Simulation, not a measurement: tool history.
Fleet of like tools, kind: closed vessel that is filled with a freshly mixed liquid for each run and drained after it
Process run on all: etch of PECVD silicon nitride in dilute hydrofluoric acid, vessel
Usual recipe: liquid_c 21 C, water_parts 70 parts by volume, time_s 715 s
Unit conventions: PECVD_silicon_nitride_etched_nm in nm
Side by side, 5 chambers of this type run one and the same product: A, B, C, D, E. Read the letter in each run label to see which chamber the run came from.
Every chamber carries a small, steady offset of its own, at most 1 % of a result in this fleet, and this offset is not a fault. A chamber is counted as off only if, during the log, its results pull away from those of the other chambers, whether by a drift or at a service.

run	hour	liquid_c	water_parts	time_s	hours since the thermometer was replaced	hours since the hydrofluoric acid flow meter was replaced	read-back film thickness of the PECVD silicon nitride reference wafer, read on the same gauge (nm)	PECVD_silicon_nitride_etched_nm
1E	2.9	21	70	715	369	1806.3	139.99	14.038
2C	7.2	21	70	715	220.6	213.3	139.97	14.263
3A	11.7	21	70	715	58.8	312.4	140.02	14.226
4B	14.7	21	70	715	81.9	246	140.01	14.168
5D	19.2	21	70	715	1195.4	124.5	140.02	14.001
6E	22.3	21	70	715	388.4	1825.7	139.97	14.11
7A	25.5	21	70	715	72.6	326.2	139.99	14.242
8B	30	21	70	715	97.2	261.3	139.99	14.169
9C	33.8	21	70	1055	247.2	239.9	140.03	20.905
10D	36.6	21	70	1055	1212.8	141.9	139.99	20.786
11D	40.7	21	70	1055	1216.9	146	139.94	20.79
12C	45.2	21	70	1055	258.6	251.3	140.01	21.013
13E	49.7	21	70	1055	415.8	1853.1	140.01	20.748
14A	53.4	21	50	1030	100.5	354.1	140.01	28.372
15B	56.6	21	50	1030	123.8	287.9	139.97	28.258
16B	61.6	21	50	1030	128.8	292.9	139.96	28.33
17C	66.2	21	50	1030	279.6	272.3	139.97	28.216
18D	71.4	21	50	1030	1247.6	176.7	139.98	28.232
19E	74.9	21	70	715	441	1878.3	139.97	14.168
20A	79.5	21	70	715	126.6	380.2	139.95	14.163
21E	83.3	24	40	715	449.4	1886.7	140.02	30.282
22D	85.8	24	40	715	1262	191.1	140.01	30.103
23A	90.4	24	40	715	137.5	391.1	140.01	30.15
24C	95.2	24	40	715	308.6	301.3	140.04	29.946
25B	99.4	24	40	715	166.6	330.7	139.97	30.115
26D	103.5	21	70	715	1279.7	208.8	140	14.169
27B	107.6	25	70	715	174.8	338.9	140.01	18.331
28E	110.2	25	70	715	476.3	1913.6	140.01	18.539
29C	112.6	25	70	715	326	318.7	139.97	18.711
30A	117.3	25	70	715	164.4	418	140.01	18.524
31E	120.2	25	70	715	486.3	1923.6	139.99	18.378
32D	124.2	21	70	715	1300.4	229.5	139.98	14.106

All 5 chambers run these settings next. Forecast each chamber's results:
33A	127.9	21	70	440				?
33B	127.9	21	70	440				?
33C	127.9	21	70	440				?
33D	127.9	21	70	440				?
33E	127.9	21	70	440				?

run	PECVD_silicon_nitride_etched_nm
33A	8.7822
33B	8.6364
33C	8.7776
33D	8.6637
33E	8.663
